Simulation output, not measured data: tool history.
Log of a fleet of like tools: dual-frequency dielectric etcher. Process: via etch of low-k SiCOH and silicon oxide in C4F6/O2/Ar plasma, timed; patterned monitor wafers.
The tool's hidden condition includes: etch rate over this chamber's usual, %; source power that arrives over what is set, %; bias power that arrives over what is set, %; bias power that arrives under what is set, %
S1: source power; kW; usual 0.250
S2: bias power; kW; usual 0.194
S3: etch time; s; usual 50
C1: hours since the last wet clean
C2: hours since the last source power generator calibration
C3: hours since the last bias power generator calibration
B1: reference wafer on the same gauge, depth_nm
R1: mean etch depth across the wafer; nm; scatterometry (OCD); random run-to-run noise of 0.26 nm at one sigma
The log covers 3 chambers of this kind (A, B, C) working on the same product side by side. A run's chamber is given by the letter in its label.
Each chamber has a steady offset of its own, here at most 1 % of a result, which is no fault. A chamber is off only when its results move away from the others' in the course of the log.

{"run": "1B", "hour": 5.7, "S1": 0.25, "S2": 0.194, "S3": 50, "C1": 178.5, "C2": 344.6, "C3": 2708.5, "B1": 111.93, "R1": 102.2}
{"run": "2C", "hour": 9.0, "S1": 0.25, "S2": 0.194, "S3": 50, "C1": 159.2, "C2": 877.3, "C3": 2715.5, "B1": 112.04, "R1": 101.22}
{"hour": 10.8, "done": "chamber A: wet clean of the chamber"}
{"run": "3A", "hour": 15.8, "S1": 0.25, "S2": 0.194, "S3": 50, "C1": 5.1, "C2": 466.7, "C3": 4176.9, "B1": 112.04, "R1": 101.65}
{"run": "4C", "hour": 20.9, "S1": 0.25, "S2": 0.194, "S3": 50, "C1": 171.1, "C2": 889.2, "C3": 2727.4, "B1": 111.99, "R1": 101.3}
{"run": "5A", "hour": 27.6, "S1": 0.25, "S2": 0.194, "S3": 50, "C1": 16.9, "C2": 478.5, "C3": 4188.7, "B1": 112.02, "R1": 101.57}
{"run": "6B", "hour": 31.1, "S1": 0.25, "S2": 0.194, "S3": 50, "C1": 203.9, "C2": 370.0, "C3": 2733.9, "B1": 112.03, "R1": 101.77}
{"run": "7C", "hour": 35.3, "S1": 0.25, "S2": 0.194, "S3": 50, "C1": 185.5, "C2": 903.6, "C3": 2741.8, "B1": 112.06, "R1": 101.61}
{"run": "8A", "hour": 40.1, "S1": 0.25, "S2": 0.194, "S3": 50, "C1": 29.4, "C2": 491.0, "C3": 4201.2, "B1": 112.01, "R1": 102.11}
{"run": "9B", "hour": 43.3, "S1": 0.29, "S2": 0.235, "S3": 50, "C1": 216.1, "C2": 382.2, "C3": 2746.1, "B1": 112.04, "R1": 114.7}
{"run": "10A", "hour": 47.8, "S1": 0.29, "S2": 0.235, "S3": 50, "C1": 37.1, "C2": 498.7, "C3": 4208.9, "B1": 112.01, "R1": 114.57}
{"run": "11C", "hour": 50.8, "S1": 0.29, "S2": 0.235, "S3": 50, "C1": 201.0, "C2": 919.1, "C3": 2757.3, "B1": 112.06, "R1": 115.22}
{"run": "12B", "hour": 55.2, "S1": 0.25, "S2": 0.194, "S3": 50, "C1": 228.0, "C2": 394.1, "C3": 2758.0, "B1": 112.05, "R1": 101.67}
{"run": "13C", "hour": 60.9, "S1": 0.25, "S2": 0.194, "S3": 50, "C1": 211.1, "C2": 929.2, "C3": 2767.4, "B1": 111.98, "R1": 101.33}
{"run": "14B", "hour": 64.4, "S1": 0.25, "S2": 0.194, "S3": 50, "C1": 237.2, "C2": 403.3, "C3": 2767.2, "B1": 111.98, "R1": 101.52}
{"run": "15A", "hour": 68.2, "S1": 0.25, "S2": 0.194, "S3": 50, "C1": 57.5, "C2": 519.1, "C3": 4229.3, "B1": 112.01, "R1": 101.59}
{"run": "16A", "hour": 72.2, "S1": 0.25, "S2": 0.194, "S3": 50, "C1": 61.5, "C2": 523.1, "C3": 4233.3, "B1": 112.0, "R1": 101.74}
{"run": "17B", "hour": 76.3, "S1": 0.29, "S2": 0.194, "S3": 50, "C1": 249.1, "C2": 415.2, "C3": 2779.1, "B1": 112.03, "R1": 107.63}
{"run": "18C", "hour": 80.1, "S1": 0.29, "S2": 0.194, "S3": 50, "C1": 230.3, "C2": 948.4, "C3": 2786.6, "B1": 112.04, "R1": 107.69}
{"run": "19C", "hour": 83.3, "S1": 0.29, "S2": 0.194, "S3": 50, "C1": 233.5, "C2": 951.6, "C3": 2789.8, "B1": 111.99, "R1": 107.36}
{"run": "20B", "hour": 88.0, "S1": 0.25, "S2": 0.194, "S3": 50, "C1": 260.8, "C2": 426.9, "C3": 2790.8, "B1": 111.95, "R1": 102.25}
{"run": "21A", "hour": 94.2, "S1": 0.25, "S2": 0.194, "S3": 60, "C1": 83.5, "C2": 545.1, "C3": 4255.3, "B1": 112.03, "R1": 122.26}
{"run": "22A", "hour": 100.9, "S1": 0.25, "S2": 0.194, "S3": 60, "C1": 90.2, "C2": 551.8, "C3": 4262.0, "B1": 112.02, "R1": 121.13}
{"run": "23B", "hour": 104.5, "S1": 0.25, "S2": 0.194, "S3": 60, "C1": 277.3, "C2": 443.4, "C3": 2807.3, "B1": 112.0, "R1": 122.8}
{"run": "24C", "hour": 110.3, "S1": 0.25, "S2": 0.194, "S3": 50, "C1": 260.5, "C2": 978.6, "C3": 2816.8, "B1": 111.88, "R1": 101.37}
{"run": "25A", "hour": 113.3, "S1": 0.25, "S2": 0.194, "S3": 50, "C1": 102.6, "C2": 564.2, "C3": 4274.4, "B1": 112.03, "R1": 101.13}
{"run": "26B", "hour": 120.1, "S1": 0.25, "S2": 0.194, "S3": 50, "C1": 292.9, "C2": 459.0, "C3": 2822.9, "B1": 112.03, "R1": 101.92}
{"run": "27C", "hour": 125.4, "S1": 0.25, "S2": 0.194, "S3": 50, "C1": 275.6, "C2": 993.7, "C3": 2831.9, "B1": 112.04, "R1": 101.52}
{"run": "28B", "hour": 131.0, "S1": 0.21, "S2": 0.194, "S3": 50, "C1": 303.8, "C2": 469.9, "C3": 2833.8, "B1": 112.01, "R1": 95.344}
{"run": "29C", "hour": 135.9, "S1": 0.21, "S2": 0.194, "S3": 50, "C1": 286.1, "C2": 1004.2, "C3": 2842.4, "B1": 111.97, "R1": 95.088}

Decide between three cases: one chamber stands off from its peers, the gauge reading all wafers drifts, or nothing is wrong past each chamber's small offset. Where a chamber is off, say which and what most likely put it there.

No chamber stands off beyond its own small offset, and the gauge holds steady.

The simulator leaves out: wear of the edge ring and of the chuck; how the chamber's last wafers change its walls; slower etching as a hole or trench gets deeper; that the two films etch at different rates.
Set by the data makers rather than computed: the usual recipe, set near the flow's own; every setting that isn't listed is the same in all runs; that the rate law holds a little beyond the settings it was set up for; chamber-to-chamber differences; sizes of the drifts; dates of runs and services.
